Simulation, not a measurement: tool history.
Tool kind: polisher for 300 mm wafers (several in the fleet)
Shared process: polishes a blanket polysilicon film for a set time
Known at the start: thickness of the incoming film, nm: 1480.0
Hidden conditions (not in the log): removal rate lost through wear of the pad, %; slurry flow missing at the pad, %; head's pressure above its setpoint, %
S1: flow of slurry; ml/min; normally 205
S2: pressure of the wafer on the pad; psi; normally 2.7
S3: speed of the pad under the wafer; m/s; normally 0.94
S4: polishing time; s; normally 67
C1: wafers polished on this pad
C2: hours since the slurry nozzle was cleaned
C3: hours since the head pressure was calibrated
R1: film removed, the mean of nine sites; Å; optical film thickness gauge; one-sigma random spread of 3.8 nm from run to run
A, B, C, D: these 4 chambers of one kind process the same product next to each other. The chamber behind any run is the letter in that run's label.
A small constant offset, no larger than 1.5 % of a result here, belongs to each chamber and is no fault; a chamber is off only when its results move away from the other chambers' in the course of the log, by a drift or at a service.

{"hour": 2.9, "done": "chamber B: worn pad replaced by a new one"}
{"run": "1A", "hour": 4.9, "S1": 205, "S2": 2.7, "S3": 0.94, "S4": 67, "C1": 380, "C2": 656.2, "C3": 772, "R1": 4948.3}
{"run": "2D", "hour": 8.3, "S1": 205, "S2": 2.7, "S3": 0.94, "S4": 67, "C1": 898, "C2": 504.7, "C3": 1266.5, "R1": 5039.2}
{"run": "3C", "hour": 12.4, "S1": 205, "S2": 2.7, "S3": 0.94, "S4": 67, "C1": 464, "C2": 609.6, "C3": 222.9, "R1": 5082.9}
{"run": "4B", "hour": 15.8, "S1": 205, "S2": 2.7, "S3": 0.94, "S4": 67, "C1": 75, "C2": 646, "C3": 342.8, "R1": 5027.1}
{"run": "5D", "hour": 19.2, "S1": 205, "S2": 2.7, "S3": 0.94, "S4": 67, "C1": 962, "C2": 515.6, "C3": 1277.4, "R1": 4964}
{"run": "6C", "hour": 22.2, "S1": 205, "S2": 2.7, "S3": 0.94, "S4": 67, "C1": 521, "C2": 619.4, "C3": 232.7, "R1": 5003.6}
{"run": "7A", "hour": 27.0, "S1": 205, "S2": 2.7, "S3": 0.94, "S4": 67, "C1": 510, "C2": 678.3, "C3": 794.1, "R1": 4931.8}
{"run": "8B", "hour": 31.1, "S1": 205, "S2": 2.7, "S3": 0.94, "S4": 67, "C1": 165, "C2": 661.3, "C3": 358.1, "R1": 5006.3}
{"hour": 32.4, "done": "chamber C: worn pad replaced by a new one"}
{"hour": 33.8, "done": "chamber D: worn pad replaced by a new one"}
{"run": "9D", "hour": 36.3, "S1": 205, "S2": 2.7, "S3": 0.94, "S4": 67, "C1": 14, "C2": 532.7, "C3": 1294.5, "R1": 4887.9}
{"run": "10B", "hour": 40.1, "S1": 205, "S2": 2.7, "S3": 0.94, "S4": 67, "C1": 218, "C2": 670.3, "C3": 367.1, "R1": 4996.7}
{"run": "11A", "hour": 44.9, "S1": 175, "S2": 2.7, "S3": 0.78, "S4": 67, "C1": 615, "C2": 696.2, "C3": 812, "R1": 4028.2}
{"run": "12C", "hour": 47.5, "S1": 175, "S2": 2.7, "S3": 0.78, "S4": 67, "C1": 88, "C2": 644.7, "C3": 258, "R1": 4065}
{"run": "13D", "hour": 50.6, "S1": 175, "S2": 2.7, "S3": 0.78, "S4": 67, "C1": 98, "C2": 547, "C3": 1308.8, "R1": 3977.7}
{"hour": 50.7, "done": "chamber D: head pressure recalibrated"}
{"run": "14A", "hour": 55.1, "S1": 175, "S2": 2.7, "S3": 0.78, "S4": 67, "C1": 675, "C2": 706.4, "C3": 822.2, "R1": 4051.6}
{"run": "15C", "hour": 58.6, "S1": 205, "S2": 2.7, "S3": 0.94, "S4": 67, "C1": 153, "C2": 655.8, "C3": 269.1, "R1": 4972.1}
{"run": "16B", "hour": 61.0, "S1": 205, "S2": 2.7, "S3": 0.94, "S4": 67, "C1": 341, "C2": 691.2, "C3": 388, "R1": 4979.5}
{"run": "17C", "hour": 66.0, "S1": 205, "S2": 2.7, "S3": 0.94, "S4": 67, "C1": 197, "C2": 663.2, "C3": 276.5, "R1": 5080.7}
{"run": "18B", "hour": 71.4, "S1": 205, "S2": 2.7, "S3": 0.94, "S4": 67, "C1": 402, "C2": 701.6, "C3": 398.4, "R1": 4949.4}
{"hour": 75.5, "done": "chamber B: head pressure recalibrated"}
{"run": "19A", "hour": 76.2, "S1": 205, "S2": 2.7, "S3": 0.94, "S4": 67, "C1": 799, "C2": 727.5, "C3": 843.3, "R1": 4988.8}
{"run": "20D", "hour": 80.5, "S1": 205, "S2": 2.7, "S3": 0.94, "S4": 67, "C1": 274, "C2": 576.9, "C3": 29.9, "R1": 5454.1}
{"run": "21B", "hour": 83.8, "S1": 205, "S2": 2.7, "S3": 0.94, "S4": 67, "C1": 475, "C2": 714, "C3": 8.3, "R1": 4949.7}
{"run": "22D", "hour": 86.8, "S1": 205, "S2": 2.7, "S3": 0.94, "S4": 67, "C1": 311, "C2": 583.2, "C3": 36.2, "R1": 5492.7}
{"run": "23A", "hour": 90.1, "S1": 205, "S2": 3, "S3": 0.94, "S4": 50, "C1": 880, "C2": 741.4, "C3": 857.2, "R1": 4146.4}
{"run": "24C", "hour": 95.5, "S1": 205, "S2": 3, "S3": 0.94, "S4": 50, "C1": 370, "C2": 692.7, "C3": 306, "R1": 4197.8}
{"run": "25A", "hour": 100.0, "S1": 205, "S2": 3, "S3": 0.94, "S4": 50, "C1": 938, "C2": 751.3, "C3": 867.1, "R1": 4138.8}
{"run": "26D", "hour": 104.3, "S1": 205, "S2": 3, "S3": 0.94, "S4": 50, "C1": 413, "C2": 600.7, "C3": 53.7, "R1": 4526.1}
{"run": "27C", "hour": 107.7, "S1": 205, "S2": 2.7, "S3": 0.94, "S4": 67, "C1": 442, "C2": 704.9, "C3": 318.2, "R1": 5084.7}

Decide between three cases: one chamber stands off from its peers, the gauge reading all wafers drifts, or nothing is wrong past each chamber's small offset. Where a chamber is off, say which and what most likely put it there.

Chamber D has stood off from the others ever since a service on it.
Cause: head's pressure above its setpoint, % = 9.56.

Chamber D could run next with any of the 4 candidate recipes listed below; each alters the usual settings, and their results appear as question marks. Which one brings its results back in line with what the other chambers deliver on the usual settings?
In-line tolerance around the mean of the other chambers on the usual settings: R1 130 Å
{"run": "28D-1", "hour": 111.6, "S1": 205, "S2": 2.8, "S3": 0.94, "S4": 67, "R1": "?"}
{"run": "28D-2", "hour": 111.6, "S1": 205, "S2": 2.8, "S3": 0.98, "S4": 67, "R1": "?"}
{"run": "28D-3", "hour": 111.6, "S1": 205, "S2": 2.6, "S3": 0.92, "S4": 65, "R1": "?"}
{"run": "28D-4", "hour": 111.6, "S1": 205, "S2": 2.7, "S3": 0.9, "S4": 67, "R1": "?"}

On the usual settings, the other chambers give on average: R1 4980.7 Å
run=28D-1 R1=5665.2
run=28D-2 R1=5906.9
run=28D-3 R1=4993.1
run=28D-4 R1=5229.1
28D-3 puts the chamber back in line with the other chambers.

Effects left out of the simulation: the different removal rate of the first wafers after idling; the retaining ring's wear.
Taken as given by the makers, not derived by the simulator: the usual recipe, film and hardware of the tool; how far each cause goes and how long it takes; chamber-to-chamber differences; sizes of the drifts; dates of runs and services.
